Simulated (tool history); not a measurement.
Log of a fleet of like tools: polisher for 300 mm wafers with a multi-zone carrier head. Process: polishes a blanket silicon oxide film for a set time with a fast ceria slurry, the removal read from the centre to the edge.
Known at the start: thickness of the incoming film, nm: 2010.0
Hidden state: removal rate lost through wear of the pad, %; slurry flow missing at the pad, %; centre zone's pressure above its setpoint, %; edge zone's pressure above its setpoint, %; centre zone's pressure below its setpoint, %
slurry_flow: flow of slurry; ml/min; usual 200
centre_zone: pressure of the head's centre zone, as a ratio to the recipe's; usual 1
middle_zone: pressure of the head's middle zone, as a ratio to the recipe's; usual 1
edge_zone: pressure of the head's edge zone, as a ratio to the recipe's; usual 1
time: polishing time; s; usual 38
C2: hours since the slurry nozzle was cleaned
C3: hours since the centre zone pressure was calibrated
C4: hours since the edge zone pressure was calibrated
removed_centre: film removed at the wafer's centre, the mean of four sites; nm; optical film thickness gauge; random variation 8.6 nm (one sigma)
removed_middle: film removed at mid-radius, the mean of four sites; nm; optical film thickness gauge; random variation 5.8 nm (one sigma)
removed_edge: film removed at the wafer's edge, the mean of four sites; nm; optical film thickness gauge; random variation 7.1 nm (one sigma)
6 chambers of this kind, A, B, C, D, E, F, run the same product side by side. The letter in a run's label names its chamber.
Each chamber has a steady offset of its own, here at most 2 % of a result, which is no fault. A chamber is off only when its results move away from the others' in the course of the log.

Run 1F, day 0.138: usual settings; wafers polished on this pad 931; C2 381.7; C3 278.9; C4 1139.7. Result: removed_centre 641.01 nm, removed_middle 632.05 nm, removed_edge 640.14 nm.
Run 2B, day 0.254: usual settings; wafers polished on this pad 653; C2 521; C3 879.3; C4 268.4. Result: removed_centre 645.58 nm, removed_middle 635.03 nm, removed_edge 636.86 nm.
At day 0.333: chamber B: worn pad replaced by a new one.
At day 0.433: chamber D: edge zone pressure recalibrated.
Run 3A, day 0.508: usual settings; wafers polished on this pad 1175; C2 156.6; C3 667.3; C4 784.3. Result: removed_centre 633.85 nm, removed_middle 636.52 nm, removed_edge 640.78 nm.
Run 4C, day 0.629: usual settings; wafers polished on this pad 369; C2 448.9; C3 81.1; C4 624.5. Result: removed_centre 639.38 nm, removed_middle 628.48 nm, removed_edge 639.89 nm.
Run 5D, day 0.829: usual settings; wafers polished on this pad 322; C2 379.3; C3 395.4; C4 9.6. Result: removed_centre 648.37 nm, removed_middle 646.52 nm, removed_edge 626.42 nm.
Run 6E, day 0.967: usual settings; wafers polished on this pad 287; C2 294.3; C3 1038.4; C4 71.3. Result: removed_centre 629.78 nm, removed_middle 635.41 nm, removed_edge 621.94 nm.
At day 1.004: chamber A: worn pad replaced by a new one.
Run 7B, day 1.125: usual settings; wafers polished on this pad 165; C2 541.9; C3 900.2; C4 289.3. Result: removed_centre 635.7 nm, removed_middle 648.58 nm, removed_edge 634.34 nm.
Run 8C, day 1.262: usual settings; wafers polished on this pad 501; C2 464.1; C3 96.3; C4 639.7. Result: removed_centre 639.64 nm, removed_middle 626.89 nm, removed_edge 639.52 nm.
Run 9F, day 1.446: usual settings; wafers polished on this pad 1204; C2 413.1; C3 310.3; C4 1171.1. Result: removed_centre 663.52 nm, removed_middle 637.01 nm, removed_edge 643.8 nm.
At day 1.496: chamber C: slurry nozzle cleaned.
Run 10D, day 1.579: usual settings but slurry_flow 165 ml/min, centre_zone 0.94; wafers polished on this pad 478; C2 397.3; C3 413.4; C4 27.6. Result: removed_centre 585.54 nm, removed_middle 610.4 nm, removed_edge 605.67 nm.
At day 1.758: chamber D: centre zone pressure recalibrated.
Run 11A, day 1.825: usual settings but slurry_flow 165 ml/min, centre_zone 0.94; wafers polished on this pad 171; C2 188.2; C3 698.9; C4 815.9. Result: removed_centre 569.51 nm, removed_middle 605.28 nm, removed_edge 629.84 nm.
Run 12E, day 1.988: usual settings but slurry_flow 165 ml/min, centre_zone 0.94; wafers polished on this pad 499; C2 318.8; C3 1062.9; C4 95.8. Result: removed_centre 592.13 nm, removed_middle 615.08 nm, removed_edge 625.35 nm.
At day 2.021: chamber E: worn pad replaced by a new one.
At day 2.129: chamber D: worn pad replaced by a new one.
Run 13A, day 2.129: usual settings but slurry_flow 165 ml/min, centre_zone 0.94; wafers polished on this pad 234; C2 195.5; C3 706.2; C4 823.2. Result: removed_centre 571.52 nm, removed_middle 609.67 nm, removed_edge 634.01 nm.
At day 2.354: chamber F: worn pad replaced by a new one.
Run 14F, day 2.379: usual settings but slurry_flow 165 ml/min, centre_zone 0.94; wafers polished on this pad 6; C2 435.5; C3 332.7; C4 1193.5. Result: removed_centre 574.8 nm, removed_middle 629.71 nm, removed_edge 610.44 nm.
Run 15B, day 2.567: usual settings but slurry_flow 165 ml/min, centre_zone 0.94; wafers polished on this pad 465; C2 576.5; C3 934.8; C4 323.9. Result: removed_centre 568.92 nm, removed_middle 631.99 nm, removed_edge 620.33 nm.
Run 16D, day 2.683: usual settings; wafers polished on this pad 115; C2 423.8; C3 22.2; C4 54.1. Result: removed_centre 639.93 nm, removed_middle 640.79 nm, removed_edge 618.93 nm.
Run 17E, day 2.912: usual settings; wafers polished on this pad 186; C2 341; C3 1085.1; C4 118. Result: removed_centre 643.29 nm, removed_middle 638.17 nm, removed_edge 635.28 nm.
Run 18C, day 3.083: usual settings; wafers polished on this pad 880; C2 38.2; C3 140; C4 683.4. Result: removed_centre 641.49 nm, removed_middle 627.94 nm, removed_edge 645.02 nm.
At day 3.092: chamber C: worn pad replaced by a new one.
At day 3.171: chamber F: edge zone pressure recalibrated.
Run 19F, day 3.242: usual settings; wafers polished on this pad 185; C2 456.2; C3 353.4; C4 1.7. Result: removed_centre 616.71 nm, removed_middle 641.44 nm, removed_edge 643.2 nm.
Run 20E, day 3.462: usual settings; wafers polished on this pad 300; C2 354.2; C3 1098.3; C4 131.2. Result: removed_centre 638.82 nm, removed_middle 645.18 nm, removed_edge 643.6 nm.
At day 3.592: chamber B: worn pad replaced by a new one.
Run 21D, day 3.621: usual settings; wafers polished on this pad 310; C2 446.3; C3 44.7; C4 76.6. Result: removed_centre 633.66 nm, removed_middle 633.96 nm, removed_edge 629.07 nm.
At day 3.696: chamber E: slurry nozzle cleaned.
Run 22A, day 3.854: usual settings; wafers polished on this pad 593; C2 236.9; C3 747.6; C4 864.6. Result: removed_centre 627.21 nm, removed_middle 636.54 nm, removed_edge 626.54 nm.
Run 23B, day 4.012: usual settings; wafers polished on this pad 88; C2 611.2; C3 969.5; C4 358.6. Result: removed_centre 639.3 nm, removed_middle 644.03 nm, removed_edge 646.35 nm.
At day 4.204: chamber E: worn pad replaced by a new one.
Run 24C, day 4.25: usual settings but middle_zone 0.94, edge_zone 1.05; wafers polished on this pad 241; C2 66.2; C3 168; C4 711.4. Result: removed_centre 628.42 nm, removed_middle 590.19 nm, removed_edge 659.67 nm.
Run 25A, day 4.504: usual settings but middle_zone 0.94, edge_zone 1.05; wafers polished on this pad 728; C2 252.5; C3 763.2; C4 880.2. Result: removed_centre 624.37 nm, removed_middle 599.63 nm, removed_edge 650.45 nm.
Run 26E, day 4.629: usual settings but middle_zone 0.94, edge_zone 1.05; wafers polished on this pad 89; C2 22.4; C3 1126.3; C4 159.2. Result: removed_centre 647.45 nm, removed_middle 608.96 nm, removed_edge 660.68 nm.
Run 27C, day 4.825: usual settings but middle_zone 0.94, edge_zone 1.05; wafers polished on this pad 360; C2 80; C3 181.8; C4 725.2. Result: removed_centre 631.38 nm, removed_middle 590.69 nm, removed_edge 660.22 nm.
At day 4.917: chamber B: centre zone pressure recalibrated.
Run 28F, day 4.938: usual settings but middle_zone 0.94, edge_zone 1.05; wafers polished on this pad 538; C2 496.9; C3 394.1; C4 42.4. Result: removed_centre 614.24 nm, removed_middle 614.17 nm, removed_edge 646.1 nm.
At day 5.092: chamber D: worn pad replaced by a new one.
Run 29B, day 5.142: usual settings but middle_zone 0.94, edge_zone 1.05; wafers polished on this pad 322; C2 638.3; C3 5.4; C4 385.7. Result: removed_centre 634.38 nm, removed_middle 616.05 nm, removed_edge 674.66 nm.
Run 30D, day 5.35: usual settings; wafers polished on this pad 53; C2 487.8; C3 86.2; C4 118.1. Result: removed_centre 641.73 nm, removed_middle 621.59 nm, removed_edge 623.91 nm.
Run 31F, day 5.583: usual settings; wafers polished on this pad 672; C2 512.4; C3 409.6; C4 57.9. Result: removed_centre 592.8 nm, removed_middle 648.95 nm, removed_edge 635.23 nm.
Run 32D, day 5.829: usual settings; wafers polished on this pad 153; C2 499.3; C3 97.7; C4 129.6. Result: removed_centre 646.37 nm, removed_middle 644.92 nm, removed_edge 616.41 nm.
Run 33E, day 6.088: usual settings; wafers polished on this pad 392; C2 57.4; C3 1161.3; C4 194.2. Result: removed_centre 639.21 nm, removed_middle 638.82 nm, removed_edge 638.47 nm.
Run 34B, day 6.262: usual settings; wafers polished on this pad 556; C2 665.2; C3 32.3; C4 412.6. Result: removed_centre 643.23 nm, removed_middle 645.92 nm, removed_edge 639.59 nm.
At day 6.396: chamber E: worn pad replaced by a new one.
Run 35C, day 6.517: usual settings; wafers polished on this pad 712; C2 120.6; C3 222.4; C4 765.8. Result: removed_centre 633.16 nm, removed_middle 629.12 nm, removed_edge 631.18 nm.
Run 36A, day 6.638: usual settings; wafers polished on this pad 1172; C2 303.7; C3 814.4; C4 931.4. Result: removed_centre 628.61 nm, removed_middle 641.93 nm, removed_edge 633 nm.
At day 6.838: chamber B: worn pad replaced by a new one.
Run 37D, day 6.842: usual settings but edge_zone 1.11, time 43 s; wafers polished on this pad 364; C2 523.6; C3 122; C4 153.9. Result: removed_centre 720.51 nm, removed_middle 727.8 nm, removed_edge 751.24 nm.
Run 38C, day 7.05: usual settings but edge_zone 1.11, time 43 s; wafers polished on this pad 823; C2 133.4; C3 235.2; C4 778.6. Result: removed_centre 723.43 nm, removed_middle 721.08 nm, removed_edge 747.67 nm.
At day 7.096: chamber A: edge zone pressure recalibrated.
Run 39E, day 7.25: usual settings but edge_zone 1.11, time 43 s; wafers polished on this pad 178; C2 85.3; C3 1189.2; C4 222.1. Result: removed_centre 721.43 nm, removed_middle 725.45 nm, removed_edge 761.11 nm.
At day 7.254: chamber E: centre zone pressure recalibrated.
Run 40A, day 7.454: usual settings but edge_zone 1.11, time 43 s; wafers polished on this pad 1342; C2 323.3; C3 834; C4 8.6. Result: removed_centre 719.07 nm, removed_middle 710.53 nm, removed_edge 741.07 nm.
Run 41B, day 7.65: usual settings but edge_zone 1.11, time 43 s; wafers polished on this pad 169; C2 698.5; C3 65.6; C4 445.9. Result: removed_centre 714.33 nm, removed_middle 737.46 nm, removed_edge 778.4 nm.
Run 42F, day 7.767: usual settings but edge_zone 1.11, time 43 s; wafers polished on this pad 1126; C2 564.8; C3 462; C4 110.3. Result: removed_centre 668.25 nm, removed_middle 729.05 nm, removed_edge 752.91 nm.
At day 7.971: chamber D: worn pad replaced by a new one.
Run 43D, day 8.021: usual settings but slurry_flow 145 ml/min, edge_zone 1.05; wafers polished on this pad 10; C2 551.9; C3 150.3; C4 182.2. Result: removed_centre 588.58 nm, removed_middle 605.75 nm, removed_edge 617.71 nm.
Run 44E, day 8.192: usual settings but slurry_flow 145 ml/min, edge_zone 1.05; wafers polished on this pad 374; C2 107.9; C3 22.5; C4 244.7. Result: removed_centre 599.68 nm, removed_middle 602.74 nm, removed_edge 638.24 nm.

Is one chamber off against the others, does the gauge drift, or is nothing wrong? If a chamber is off, say which, and what the likeliest cause is.

Chamber F drifts away from the others.
Cause: centre zone's pressure below its setpoint, % = 9.72.

Here are 4 candidates for chamber F's next run, each the usual settings with a change, their results left as question marks. Which one brings its results back in line with what the others give on the usual settings?
In line means no further than this from the other chambers' mean on the usual settings: removed_centre 30 nm; removed_middle 20 nm; removed_edge 25 nm
Run 45F-1, day 8.375: usual settings but slurry_flow 210 ml/min, centre_zone 1.17, middle_zone 0.95, edge_zone 0.95, time 39 s. Result: removed_centre ?, removed_middle ?, removed_edge ?.
Run 45F-2, day 8.375: usual settings but slurry_flow 205 ml/min, centre_zone 1.08, middle_zone 0.98, edge_zone 0.98. Result: removed_centre ?, removed_middle ?, removed_edge ?.
Run 45F-3, day 8.375: usual settings but slurry_flow 190 ml/min, centre_zone 0.84, middle_zone 1.04, edge_zone 1.05. Result: removed_centre ?, removed_middle ?, removed_edge ?.
Run 45F-4, day 8.375: usual settings but slurry_flow 195 ml/min, centre_zone 0.92, middle_zone 1.02, edge_zone 1.02. Result: removed_centre ?, removed_middle ?, removed_edge ?.

The other chambers' mean on the usual settings: removed_centre 633.66 nm; removed_middle 636.8 nm; removed_edge 636.01 nm
  run  removed_centre  removed_middle  removed_edge
45F-1          707.34          634.11        639.99
45F-2          628.52          634.08        631.93
45F-3           467.5          663.56        649.71
45F-4          520.87          653.93        641.67
45F-2 brings the chamber back in line.
